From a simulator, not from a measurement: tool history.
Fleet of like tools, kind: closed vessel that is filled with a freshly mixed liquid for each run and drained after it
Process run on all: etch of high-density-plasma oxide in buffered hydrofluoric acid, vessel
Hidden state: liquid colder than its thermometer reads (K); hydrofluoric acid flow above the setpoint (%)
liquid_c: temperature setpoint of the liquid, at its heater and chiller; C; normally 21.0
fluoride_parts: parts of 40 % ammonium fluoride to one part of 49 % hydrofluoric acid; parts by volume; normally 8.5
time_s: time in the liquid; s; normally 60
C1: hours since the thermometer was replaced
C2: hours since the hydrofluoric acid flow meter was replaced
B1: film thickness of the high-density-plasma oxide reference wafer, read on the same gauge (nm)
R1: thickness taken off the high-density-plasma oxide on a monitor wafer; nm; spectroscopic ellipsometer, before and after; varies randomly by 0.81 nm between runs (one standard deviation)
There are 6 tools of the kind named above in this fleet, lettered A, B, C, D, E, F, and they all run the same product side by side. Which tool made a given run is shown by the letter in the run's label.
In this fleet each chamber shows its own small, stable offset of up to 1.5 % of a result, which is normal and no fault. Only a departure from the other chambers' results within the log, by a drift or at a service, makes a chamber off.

Run 1D, hour 5.0: usual settings; C1 737.3; C2 1621.9; B1 149.98. Result: R1 98.356 nm.
Run 2C, hour 13.1: usual settings; C1 300.3; C2 1278.7; B1 149.99. Result: R1 98.676 nm.
Run 3F, hour 20.4: usual settings; C1 1293.8; C2 1074.0; B1 150.01. Result: R1 98.110 nm.
Run 4B, hour 26.2: usual settings; C1 996.9; C2 1179.3; B1 149.98. Result: R1 102.110 nm.
At hour 30.3: chamber E: hydrofluoric acid flow meter replaced.
Run 5E, hour 31.8: usual settings; C1 1638.0; C2 1.6; B1 149.99. Result: R1 97.057 nm.
Run 6A, hour 36.5: usual settings; C1 1196.4; C2 72.2; B1 149.97. Result: R1 98.396 nm.
Run 7C, hour 43.0: usual settings but liquid_c 25.5 C, time_s 70 s; C1 330.2; C2 1308.6; B1 150.01. Result: R1 149.040 nm.
Run 8E, hour 47.5: usual settings but liquid_c 25.5 C, time_s 70 s; C1 1653.7; C2 17.3; B1 149.97. Result: R1 145.980 nm.
Run 9B, hour 55.5: usual settings but liquid_c 25.5 C, time_s 70 s; C1 1026.2; C2 1208.6; B1 150.02. Result: R1 146.350 nm.
Run 10D, hour 62.5: usual settings but liquid_c 25.5 C, time_s 70 s; C1 794.8; C2 1679.4; B1 150.01. Result: R1 147.350 nm.
Run 11A, hour 67.3: usual settings but liquid_c 25.5 C, time_s 70 s; C1 1227.2; C2 103.0; B1 149.99. Result: R1 147.730 nm.
Run 12F, hour 71.7: usual settings but liquid_c 25.5 C, time_s 70 s; C1 1345.1; C2 1125.3; B1 149.96. Result: R1 147.150 nm.
Run 13D, hour 78.8: usual settings; C1 811.1; C2 1695.7; B1 150.00. Result: R1 100.960 nm.
Run 14E, hour 83.7: usual settings; C1 1689.9; C2 53.5; B1 149.98. Result: R1 95.679 nm.
Run 15B, hour 90.6: usual settings; C1 1061.3; C2 1243.7; B1 150.00. Result: R1 96.502 nm.
Run 16A, hour 96.5: usual settings; C1 1256.4; C2 132.2; B1 150.01. Result: R1 98.700 nm.
Run 17C, hour 102.6: usual settings but liquid_c 17.0 C, fluoride_parts 6.0 parts by volume; C1 389.8; C2 1368.2; B1 149.98. Result: R1 109.400 nm.
Run 18F, hour 110.0: usual settings but liquid_c 17.0 C, fluoride_parts 6.0 parts by volume; C1 1383.4; C2 1163.6; B1 150.02. Result: R1 110.560 nm.
Run 19D, hour 117.8: usual settings but liquid_c 17.0 C, fluoride_parts 6.0 parts by volume; C1 850.1; C2 1734.7; B1 150.01. Result: R1 111.490 nm.
Run 20B, hour 122.8: usual settings but liquid_c 17.0 C, fluoride_parts 6.0 parts by volume; C1 1093.5; C2 1275.9; B1 150.02. Result: R1 106.890 nm.
Run 21E, hour 127.9: usual settings but liquid_c 17.0 C, fluoride_parts 6.0 parts by volume; C1 1734.1; C2 97.7; B1 149.99. Result: R1 109.650 nm.
Run 22C, hour 132.5: usual settings but liquid_c 17.0 C, fluoride_parts 6.0 parts by volume; C1 419.7; C2 1398.1; B1 150.01. Result: R1 110.810 nm.
Run 23F, hour 139.6: usual settings; C1 1413.0; C2 1193.2; B1 150.01. Result: R1 98.185 nm.
Run 24A, hour 146.7: usual settings but liquid_c 17.0 C; C1 1306.6; C2 182.4; B1 150.00. Result: R1 77.481 nm.
Run 25F, hour 153.9: usual settings but liquid_c 17.0 C; C1 1427.3; C2 1207.5; B1 150.00. Result: R1 80.120 nm.
Run 26D, hour 159.2: usual settings but liquid_c 17.0 C; C1 891.5; C2 1776.1; B1 149.98. Result: R1 78.732 nm.
Run 27B, hour 166.4: usual settings but liquid_c 17.0 C; C1 1137.1; C2 1319.5; B1 149.98. Result: R1 74.284 nm.
Run 28A, hour 170.4: usual settings but liquid_c 17.0 C; C1 1330.3; C2 206.1; B1 149.95. Result: R1 78.780 nm.
Run 29C, hour 174.0: usual settings but liquid_c 17.0 C; C1 461.2; C2 1439.6; B1 150.01. Result: R1 79.482 nm.
Run 30E, hour 180.8: usual settings; C1 1787.0; C2 150.6; B1 150.00. Result: R1 97.847 nm.
Run 31B, hour 185.6: usual settings; C1 1156.3; C2 1338.7; B1 150.04. Result: R1 91.642 nm.
At hour 186.8: chamber E: thermometer replaced.
Run 32A, hour 191.3: usual settings; C1 1351.2; C2 227.0; B1 149.98. Result: R1 98.803 nm.
Run 33E, hour 196.1: usual settings; C1 9.3; C2 165.9; B1 150.01. Result: R1 97.665 nm.
Run 34C, hour 200.3: usual settings; C1 487.5; C2 1465.9; B1 149.98. Result: R1 98.505 nm.
Run 35F, hour 207.1: usual settings; C1 1480.5; C2 1260.7; B1 150.04. Result: R1 99.123 nm.
Run 36D, hour 213.0: usual settings; C1 945.3; C2 1829.9; B1 150.01. Result: R1 99.290 nm.
Run 37D, hour 217.3: usual settings but fluoride_parts 11.5 parts by volume, time_s 85 s; C1 949.6; C2 1834.2; B1 149.98. Result: R1 109.120 nm.

All 6 chambers run these settings next. Forecast each chamber's results:
Run 38A, hour 223.1: usual settings. Result: R1 ?.
Run 38B, hour 223.1: usual settings. Result: R1 ?.
Run 38C, hour 223.1: usual settings. Result: R1 ?.
Run 38D, hour 223.1: usual settings. Result: R1 ?.
Run 38E, hour 223.1: usual settings. Result: R1 ?.
Run 38F, hour 223.1: usual settings. Result: R1 ?.

run      R1
38A  98.902
38B  89.677
38C  97.477
38D  98.683
38E  97.481
38F  97.756
